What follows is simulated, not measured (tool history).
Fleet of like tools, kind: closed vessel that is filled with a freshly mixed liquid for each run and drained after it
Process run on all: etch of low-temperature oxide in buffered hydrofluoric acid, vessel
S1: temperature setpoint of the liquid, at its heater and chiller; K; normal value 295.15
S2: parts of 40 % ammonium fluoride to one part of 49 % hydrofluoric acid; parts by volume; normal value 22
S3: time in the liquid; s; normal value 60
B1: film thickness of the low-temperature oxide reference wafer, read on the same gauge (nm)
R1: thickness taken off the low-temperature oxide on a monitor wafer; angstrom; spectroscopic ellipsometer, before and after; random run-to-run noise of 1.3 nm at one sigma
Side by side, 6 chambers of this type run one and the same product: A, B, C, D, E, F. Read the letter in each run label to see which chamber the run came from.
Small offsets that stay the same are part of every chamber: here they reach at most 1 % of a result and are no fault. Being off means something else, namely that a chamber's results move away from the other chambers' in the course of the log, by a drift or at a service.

| run | hour | S1 | S2 | S3 | B1 | R1 |
|---|---|---|---|---|---|---|
| 1C | 4.9 | 295.15 | 22 | 60 | 120.02 | 1409.5 |
| 2E | 9.9 | 295.15 | 22 | 60 | 120 | 1428.2 |
| 3F | 18.2 | 295.15 | 22 | 60 | 119.98 | 1450.4 |
| 4A | 27.4 | 295.15 | 22 | 60 | 120.02 | 1446.7 |
| 5B | 36.7 | 295.15 | 22 | 60 | 120.01 | 1425.6 |
| 6D | 45.5 | 295.15 | 22 | 60 | 119.98 | 1445.2 |
| 7C | 52.3 | 295.15 | 22 | 60 | 119.99 | 1413.2 |
| 8A | 59.5 | 295.15 | 22 | 60 | 120 | 1420.3 |
| 9E | 67.7 | 295.15 | 22 | 60 | 119.98 | 1433 |
| 10B | 74 | 295.15 | 22 | 60 | 120.02 | 1424.9 |
| 11D | 81.9 | 295.15 | 22 | 60 | 119.99 | 1424.4 |
| 12F | 92 | 295.15 | 22 | 60 | 120.01 | 1468.8 |
| 13F | 100.2 | 295.15 | 22 | 60 | 120.01 | 1431.5 |
| 14B | 108.3 | 295.15 | 22 | 60 | 119.99 | 1400.1 |
| 15E | 119.5 | 295.15 | 28 | 60 | 120.01 | 1208.2 |
| 16C | 129.1 | 295.15 | 28 | 60 | 119.99 | 1176.2 |
| 17A | 134.1 | 295.15 | 28 | 60 | 119.99 | 1173.1 |
| 18D | 143.6 | 295.15 | 28 | 60 | 120.01 | 1227.9 |
| 19F | 148.6 | 295.15 | 28 | 60 | 120.01 | 1232.2 |
| 20E | 154.4 | 295.15 | 28 | 60 | 119.99 | 1212.4 |
| 21A | 160.2 | 295.15 | 22 | 60 | 119.99 | 1393.7 |
| 22B | 169.1 | 297.15 | 16.5 | 60 | 120 | 1990.5 |
| 23D | 177.4 | 297.15 | 16.5 | 60 | 119.99 | 2062 |
| 24C | 186.7 | 297.15 | 16.5 | 60 | 120.01 | 2033 |
| 25F | 194 | 297.15 | 16.5 | 60 | 120 | 2053.6 |
| 26E | 205.3 | 297.15 | 16.5 | 60 | 120.01 | 2056.7 |
| 27D | 215.8 | 297.15 | 16.5 | 60 | 120.02 | 2068.1 |
| 28C | 221.5 | 295.15 | 22 | 60 | 120.02 | 1417.9 |
| 29B | 226.9 | 295.15 | 22 | 60 | 120 | 1399.4 |
| 30A | 234 | 299.15 | 22 | 40 | 120 | 1097.1 |
| 31C | 241.6 | 299.15 | 22 | 40 | 120.03 | 1172.7 |
| 32D | 248.1 | 299.15 | 22 | 40 | 119.99 | 1203.1 |
| 33F | 253.1 | 299.15 | 22 | 40 | 120 | 1203.2 |
| 34B | 261.2 | 299.15 | 22 | 40 | 120 | 1174.2 |
| 35E | 268.4 | 299.15 | 22 | 40 | 120 | 1201.2 |
|  | 271.3 | chamber B: hydrofluoric acid flow meter replaced |
| 36A | 274.5 | 295.15 | 22 | 60 | 120.02 | 1332.3 |
| 37A | 284 | 295.15 | 22 | 60 | 120.01 | 1333 |
| 38B | 293.5 | 295.15 | 22 | 40 | 120 | 961.79 |
|  | 296.6 | chamber A: hydrofluoric acid flow meter replaced |
| 39F | 302.9 | 295.15 | 22 | 40 | 120.01 | 961.84 |
| 40C | 307.9 | 295.15 | 22 | 40 | 120 | 925.46 |
| 41E | 319.3 | 295.15 | 22 | 40 | 120 | 967.27 |
| 42D | 328.1 | 295.15 | 22 | 40 | 119.99 | 964.3 |
| 43E | 333 | 295.15 | 22 | 40 | 120 | 948.97 |
| 44A | 343.9 | 295.15 | 22 | 60 | 119.99 | 1302.6 |

Is one chamber off against the others, does the gauge drift, or is nothing wrong? If a chamber is off, say which, and what the likeliest cause is.

Chamber A drifts away from the others.
Most likely cause: liquid colder than its thermometer reads (K) = 1.75.

Below are 4 candidate recipes for chamber A's next run, each the usual settings with a change, their results shown as question marks. Which of them brings A's results back in line with what the other chambers give on the usual settings?
Counts as in line when no further than this from what the other chambers average on the usual settings: R1 45 angstrom
| 45A-1 | 352 | 295.15 | 25 | 60 |  | ? |
| 45A-2 | 352 | 295.15 | 28 | 60 |  | ? |
| 45A-3 | 352 | 295.15 | 18 | 60 |  | ? |
| 45A-4 | 352 | 295.15 | 21.5 | 65 |  | ? |

Other chambers, usual settings, mean: R1 1426.8 angstrom
| run | R1 |
|---|---|
| 45A-1 | 1182.4 |
| 45A-2 | 1092.6 |
| 45A-3 | 1534.8 |
| 45A-4 | 1422.8 |
It is 45A-4 that realigns the chamber with its peers.

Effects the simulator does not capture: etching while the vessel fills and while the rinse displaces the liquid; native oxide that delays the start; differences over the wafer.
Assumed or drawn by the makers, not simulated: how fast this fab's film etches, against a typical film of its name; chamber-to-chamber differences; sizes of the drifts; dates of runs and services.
